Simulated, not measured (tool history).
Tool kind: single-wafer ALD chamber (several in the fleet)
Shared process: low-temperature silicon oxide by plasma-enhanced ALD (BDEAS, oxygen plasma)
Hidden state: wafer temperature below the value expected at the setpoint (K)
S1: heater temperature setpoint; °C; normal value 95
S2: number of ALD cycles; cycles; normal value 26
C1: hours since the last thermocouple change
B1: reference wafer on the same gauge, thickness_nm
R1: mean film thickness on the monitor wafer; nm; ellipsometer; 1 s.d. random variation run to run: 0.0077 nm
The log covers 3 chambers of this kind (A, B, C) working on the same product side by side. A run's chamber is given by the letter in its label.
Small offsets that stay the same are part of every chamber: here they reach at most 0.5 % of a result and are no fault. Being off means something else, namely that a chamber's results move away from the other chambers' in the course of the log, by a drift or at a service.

run 1C day=0.304 | S1=95 S2=26 | C1=175.0 | B1=3.8894 | R1=3.8016
run 2A day=0.650 | S1=95 S2=26 | C1=1435.9 | B1=3.8897 | R1=3.7848
run 3B day=1.038 | S1=95 S2=26 | C1=1052.7 | B1=3.8911 | R1=3.7932
run 4A day=1.338 | S1=95 S2=26 | C1=1452.4 | B1=3.8894 | R1=3.7587
run 5C day=1.675 | S1=95 S2=26 | C1=207.9 | B1=3.8905 | R1=3.7847
run 6B day=2.083 | S1=95 S2=26 | C1=1077.8 | B1=3.8898 | R1=3.7791
run 7C day=2.471 | S1=95 S2=26 | C1=227.0 | B1=3.8914 | R1=3.7946
run 8A day=2.700 | S1=95 S2=26 | C1=1485.1 | B1=3.8905 | R1=3.7704
run 9B day=3.104 | S1=95 S2=26 | C1=1102.3 | B1=3.8897 | R1=3.7886
run 10B day=3.388 | S1=95 S2=26 | C1=1109.1 | B1=3.8899 | R1=3.7912
run 11A day=3.783 | S1=95 S2=26 | C1=1511.1 | B1=3.8922 | R1=3.7662
run 12C day=4.192 | S1=107 S2=26 | C1=268.3 | B1=3.8870 | R1=3.6705
run 13C day=4.433 | S1=107 S2=26 | C1=274.1 | B1=3.8904 | R1=3.6581
run 14A day=4.629 | S1=107 S2=26 | C1=1531.4 | B1=3.8891 | R1=3.6495
run 15B day=4.954 | S1=95 S2=26 | C1=1146.7 | B1=3.8888 | R1=3.8138
run 16C day=5.225 | S1=95 S2=29 | C1=293.1 | B1=3.8909 | R1=4.2305
run 17B day=5.617 | S1=95 S2=29 | C1=1162.6 | B1=3.8925 | R1=4.2424
run 18A day=5.958 | S1=95 S2=29 | C1=1563.3 | B1=3.8917 | R1=4.2183
run 19B day=6.358 | S1=95 S2=26 | C1=1180.4 | B1=3.8915 | R1=3.8168
run 20A day=6.675 | S1=95 S2=26 | C1=1580.5 | B1=3.8884 | R1=3.7651
run 21C day=6.912 | S1=81 S2=26 | C1=333.6 | B1=3.8903 | R1=3.9762
run 22B day=7.246 | S1=81 S2=26 | C1=1201.7 | B1=3.8904 | R1=4.0135
run 23C day=7.600 | S1=81 S2=26 | C1=350.1 | B1=3.8888 | R1=3.9844
run 24A day=7.796 | S1=95 S2=26 | C1=1607.4 | B1=3.8910 | R1=3.7695
run 25A day=7.988 | S1=95 S2=26 | C1=1612.0 | B1=3.8897 | R1=3.7687
run 26B day=8.183 | S1=95 S2=26 | C1=1224.2 | B1=3.8900 | R1=3.8277
run 27C day=8.379 | S1=95 S2=24 | C1=368.8 | B1=3.8906 | R1=3.5064
run 28A day=8.654 | S1=95 S2=24 | C1=1628.0 | B1=3.8879 | R1=3.4728
run 29B day=8.896 | S1=95 S2=24 | C1=1241.3 | B1=3.8897 | R1=3.5346
run 30C day=9.238 | S1=95 S2=26 | C1=389.4 | B1=3.8901 | R1=3.7994
run 31C day=9.412 | S1=84 S2=23 | C1=393.6 | B1=3.8900 | R1=3.4797
run 32B day=9.800 | S1=84 S2=23 | C1=1263.0 | B1=3.8892 | R1=3.5214
run 33A day=10.088 | S1=84 S2=23 | C1=1662.4 | B1=3.8904 | R1=3.4595
run 34C day=10.467 | S1=95 S2=26 | C1=418.9 | B1=3.8899 | R1=3.7915
run 35B day=10.725 | S1=95 S2=26 | C1=1285.2 | B1=3.8910 | R1=3.8399
run 36A day=10.958 | S1=89 S2=23 | C1=1683.3 | B1=3.8915 | R1=3.4055
run 37A day=11.271 | S1=89 S2=23 | C1=1690.8 | B1=3.8911 | R1=3.4005
run 38B day=11.521 | S1=89 S2=23 | C1=1304.3 | B1=3.8905 | R1=3.4691
run 39C day=11.733 | S1=95 S2=26 | C1=449.3 | B1=3.8898 | R1=3.7925
run 40B day=12.008 | S1=95 S2=26 | C1=1316.0 | B1=3.8893 | R1=3.8512
run 41C day=12.342 | S1=87 S2=23 | C1=463.9 | B1=3.8912 | R1=3.4375

Predict what each chamber gives when all 3 of them run the settings below next.
run 42A day=12.638 | S1=109 S2=26 | R1=?
run 42B day=12.638 | S1=109 S2=26 | R1=?
run 42C day=12.638 | S1=109 S2=26 | R1=?

run=42A R1=3.6427
run=42B R1=3.6978
run=42C R1=3.6663
